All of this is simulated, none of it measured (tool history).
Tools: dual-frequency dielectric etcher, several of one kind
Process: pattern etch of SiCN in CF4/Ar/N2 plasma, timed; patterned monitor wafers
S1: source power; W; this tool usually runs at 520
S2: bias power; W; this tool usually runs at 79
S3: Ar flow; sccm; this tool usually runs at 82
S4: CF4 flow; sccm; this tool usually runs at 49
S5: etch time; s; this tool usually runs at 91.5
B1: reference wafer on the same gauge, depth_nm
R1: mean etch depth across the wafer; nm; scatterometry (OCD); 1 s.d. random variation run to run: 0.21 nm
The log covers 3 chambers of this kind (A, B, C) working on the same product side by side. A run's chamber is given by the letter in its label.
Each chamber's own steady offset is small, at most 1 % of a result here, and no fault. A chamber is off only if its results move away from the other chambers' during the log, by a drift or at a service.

| run | hour | S1 | S2 | S3 | S4 | S5 | B1 | R1 |
|---|---|---|---|---|---|---|---|---|
| 1C | 8.2 | 520 | 79 | 82 | 49 | 91.5 | 96.007 | 89.677 |
| 2B | 16.7 | 520 | 79 | 82 | 49 | 91.5 | 96.064 | 90.748 |
| 3A | 21.9 | 520 | 79 | 82 | 49 | 91.5 | 95.959 | 90.944 |
| 4B | 29.9 | 520 | 79 | 82 | 49 | 91.5 | 95.969 | 91.127 |
| 5C | 36.8 | 520 | 79 | 82 | 49 | 91.5 | 96.015 | 89.991 |
| 6A | 41.3 | 520 | 72 | 82 | 49 | 91.5 | 95.974 | 87.779 |
| 7B | 45.5 | 520 | 72 | 82 | 49 | 91.5 | 95.995 | 87.583 |
| 8A | 50.6 | 520 | 72 | 82 | 49 | 91.5 | 96.052 | 87.912 |
| 9C | 56.6 | 520 | 79 | 82 | 44 | 91.5 | 95.956 | 88.738 |
| 10A | 64.9 | 520 | 79 | 82 | 44 | 91.5 | 95.96 | 89.287 |
|  | 65.3 | chamber C: bias power generator calibrated |
| 11C | 73.3 | 520 | 79 | 82 | 44 | 91.5 | 95.96 | 88.575 |
| 12B | 82.1 | 520 | 62 | 82 | 49 | 91.5 | 95.985 | 83.453 |
| 13C | 89.6 | 520 | 62 | 82 | 49 | 91.5 | 96.039 | 82.861 |
| 14B | 97.9 | 520 | 62 | 82 | 49 | 91.5 | 96.013 | 83.593 |
| 15A | 102.9 | 520 | 79 | 82 | 49 | 91.5 | 95.977 | 90.718 |
| 16B | 108.4 | 520 | 79 | 82 | 49 | 91.5 | 96.049 | 90.618 |
|  | 112.9 | chamber B: source power generator calibrated |
| 17A | 115.3 | 520 | 79 | 82 | 49 | 91.5 | 95.959 | 90.576 |
| 18C | 119.4 | 520 | 79 | 82 | 49 | 91.5 | 95.956 | 90.213 |
| 19C | 126.8 | 520 | 79 | 82 | 49 | 91.5 | 96.022 | 90.236 |
| 20B | 135.1 | 520 | 79 | 82 | 49 | 91.5 | 95.966 | 88.829 |
| 21A | 140.9 | 520 | 79 | 82 | 49 | 91.5 | 95.955 | 90.732 |
| 22C | 148 | 520 | 79 | 82 | 49 | 91.5 | 95.982 | 90.19 |
| 23B | 152 | 520 | 79 | 82 | 49 | 91.5 | 95.999 | 88.45 |
| 24A | 157.7 | 520 | 79 | 82 | 49 | 91.5 | 96.013 | 90.584 |
| 25B | 162 | 520 | 79 | 82 | 49 | 91.5 | 96.017 | 88.599 |
| 26A | 170.3 | 520 | 79 | 82 | 49 | 91.5 | 95.96 | 90.776 |
| 27C | 176.4 | 520 | 79 | 82 | 49 | 91.5 | 96.04 | 90.078 |
| 28B | 183.5 | 520 | 79 | 82 | 49 | 91.5 | 95.991 | 88.426 |
| 29C | 187.6 | 520 | 79 | 82 | 49 | 91.5 | 95.987 | 89.939 |
| 30A | 194.9 | 520 | 79 | 82 | 49 | 91.5 | 95.989 | 90.895 |
| 31A | 199.1 | 520 | 79 | 82 | 49 | 91.5 | 96.045 | 90.696 |

Does one chamber stand apart from the rest, does the shared gauge drift, or is all well apart from small per-chamber offsets? Give the chamber and the most likely cause, where there is one.

Chamber B has stood off from the others ever since a service on it.
Likeliest cause: source power that arrives under what is set, % = 2.7.

Chamber B could run next with any of the 4 candidate recipes listed below; each alters the usual settings, and their results appear as question marks. Which one brings its results back in line with what the other chambers deliver on the usual settings?
In line means no further than this from the other chambers' mean on the usual settings: R1 0.72 nm
| 32B-1 | 205.8 | 530 | 79 | 82 | 49 | 91.5 |  | ? |
| 32B-2 | 205.8 | 520 | 79 | 82 | 49 | 90 |  | ? |
| 32B-3 | 205.8 | 530 | 79 | 82 | 49 | 93 |  | ? |
| 32B-4 | 205.8 | 520 | 79 | 82 | 40 | 91.5 |  | ? |

What the other chambers average on the usual settings: R1 90.5 nm
| run | R1 |
|---|---|
| 32B-1 | 90.158 |
| 32B-2 | 87.193 |
| 32B-3 | 91.636 |
| 32B-4 | 85.869 |
It is 32B-1 that realigns the chamber with its peers.
